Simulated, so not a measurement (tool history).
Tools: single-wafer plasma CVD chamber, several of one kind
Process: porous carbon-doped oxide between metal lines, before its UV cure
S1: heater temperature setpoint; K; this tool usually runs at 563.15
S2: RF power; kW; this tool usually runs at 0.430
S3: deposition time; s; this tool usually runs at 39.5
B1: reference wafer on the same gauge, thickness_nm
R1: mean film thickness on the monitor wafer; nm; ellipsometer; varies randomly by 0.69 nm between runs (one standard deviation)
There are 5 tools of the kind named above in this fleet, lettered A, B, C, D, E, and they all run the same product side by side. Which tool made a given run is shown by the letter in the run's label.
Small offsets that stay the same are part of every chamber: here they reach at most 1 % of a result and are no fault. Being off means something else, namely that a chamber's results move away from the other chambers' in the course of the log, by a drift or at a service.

{"run": "1E", "hour": 9.6, "S1": 563.15, "S2": 0.43, "S3": 39.5, "B1": 173.06, "R1": 202.56}
{"run": "2D", "hour": 19.4, "S1": 563.15, "S2": 0.43, "S3": 39.5, "B1": 172.98, "R1": 200.19}
{"run": "3A", "hour": 31.9, "S1": 563.15, "S2": 0.43, "S3": 39.5, "B1": 172.97, "R1": 202.67}
{"run": "4C", "hour": 42.5, "S1": 563.15, "S2": 0.43, "S3": 39.5, "B1": 172.95, "R1": 203.08}
{"run": "5B", "hour": 48.9, "S1": 563.15, "S2": 0.43, "S3": 39.5, "B1": 172.95, "R1": 199.13}
{"run": "6B", "hour": 55.3, "S1": 563.15, "S2": 0.43, "S3": 39.5, "B1": 172.89, "R1": 199.59}
{"run": "7D", "hour": 66.9, "S1": 563.15, "S2": 0.43, "S3": 39.5, "B1": 173.0, "R1": 200.67}
{"run": "8C", "hour": 76.5, "S1": 563.15, "S2": 0.43, "S3": 46.6, "B1": 173.03, "R1": 237.74}
{"run": "9A", "hour": 85.9, "S1": 563.15, "S2": 0.43, "S3": 46.6, "B1": 172.9, "R1": 239.27}
{"run": "10E", "hour": 94.8, "S1": 563.15, "S2": 0.43, "S3": 46.6, "B1": 172.94, "R1": 238.02}
{"run": "11C", "hour": 106.6, "S1": 563.15, "S2": 0.43, "S3": 46.6, "B1": 172.99, "R1": 237.24}
{"run": "12E", "hour": 112.9, "S1": 563.15, "S2": 0.43, "S3": 46.6, "B1": 173.03, "R1": 236.1}
{"run": "13A", "hour": 123.2, "S1": 563.15, "S2": 0.43, "S3": 39.5, "B1": 172.96, "R1": 202.19}
{"run": "14B", "hour": 134.1, "S1": 563.15, "S2": 0.43, "S3": 39.5, "B1": 173.0, "R1": 200.01}
{"run": "15D", "hour": 140.0, "S1": 563.15, "S2": 0.43, "S3": 39.5, "B1": 173.03, "R1": 199.37}
{"run": "16B", "hour": 152.2, "S1": 563.15, "S2": 0.43, "S3": 42.4, "B1": 172.96, "R1": 215.51}
{"run": "17E", "hour": 162.7, "S1": 563.15, "S2": 0.43, "S3": 42.4, "B1": 173.19, "R1": 217.72}
{"run": "18D", "hour": 169.1, "S1": 563.15, "S2": 0.43, "S3": 42.4, "B1": 172.81, "R1": 214.99}
{"run": "19A", "hour": 181.9, "S1": 563.15, "S2": 0.43, "S3": 42.4, "B1": 172.97, "R1": 217.71}
{"run": "20C", "hour": 190.5, "S1": 563.15, "S2": 0.43, "S3": 42.4, "B1": 172.93, "R1": 218.27}
{"run": "21E", "hour": 201.5, "S1": 563.15, "S2": 0.43, "S3": 39.5, "B1": 173.07, "R1": 203.5}
{"run": "22C", "hour": 209.7, "S1": 563.15, "S2": 0.43, "S3": 39.5, "B1": 173.07, "R1": 203.39}
{"hour": 213.2, "done": "chamber A: RF generator calibrated"}
{"run": "23D", "hour": 222.1, "S1": 563.15, "S2": 0.43, "S3": 39.5, "B1": 172.97, "R1": 199.92}
{"run": "24B", "hour": 229.1, "S1": 572.15, "S2": 0.43, "S3": 39.5, "B1": 173.02, "R1": 189.63}
{"run": "25A", "hour": 240.7, "S1": 572.15, "S2": 0.43, "S3": 39.5, "B1": 172.96, "R1": 192.77}
{"run": "26C", "hour": 247.4, "S1": 572.15, "S2": 0.43, "S3": 39.5, "B1": 172.86, "R1": 192.1}
{"run": "27E", "hour": 253.5, "S1": 572.15, "S2": 0.43, "S3": 39.5, "B1": 173.18, "R1": 192.48}
{"run": "28D", "hour": 261.0, "S1": 572.15, "S2": 0.43, "S3": 39.5, "B1": 173.1, "R1": 190.02}
{"run": "29A", "hour": 274.5, "S1": 563.15, "S2": 0.43, "S3": 39.5, "B1": 172.89, "R1": 204.0}
{"run": "30B", "hour": 287.6, "S1": 563.15, "S2": 0.39, "S3": 34.5, "B1": 172.91, "R1": 162.66}
{"hour": 287.9, "done": "chamber C: thermocouple changed; heater temperature recalibrated"}
{"run": "31E", "hour": 298.8, "S1": 563.15, "S2": 0.39, "S3": 34.5, "B1": 172.98, "R1": 164.27}
{"run": "32B", "hour": 309.5, "S1": 563.15, "S2": 0.39, "S3": 34.5, "B1": 173.11, "R1": 162.24}
{"run": "33C", "hour": 320.7, "S1": 563.15, "S2": 0.39, "S3": 34.5, "B1": 172.99, "R1": 165.2}
{"run": "34D", "hour": 331.4, "S1": 563.15, "S2": 0.39, "S3": 34.5, "B1": 172.83, "R1": 162.1}
{"run": "35A", "hour": 340.8, "S1": 563.15, "S2": 0.43, "S3": 39.5, "B1": 173.04, "R1": 202.96}

Each of the 5 chambers runs these same settings next. Fill in every chamber's results:
{"run": "36A", "hour": 350.5, "S1": 563.15, "S2": 0.43, "S3": 43.2, "R1": "?"}
{"run": "36B", "hour": 350.5, "S1": 563.15, "S2": 0.43, "S3": 43.2, "R1": "?"}
{"run": "36C", "hour": 350.5, "S1": 563.15, "S2": 0.43, "S3": 43.2, "R1": "?"}
{"run": "36D", "hour": 350.5, "S1": 563.15, "S2": 0.43, "S3": 43.2, "R1": "?"}
{"run": "36E", "hour": 350.5, "S1": 563.15, "S2": 0.43, "S3": 43.2, "R1": "?"}

run=36A R1=221.18
run=36B R1=217.86
run=36C R1=223.26
run=36D R1=219.28
run=36E R1=221.45
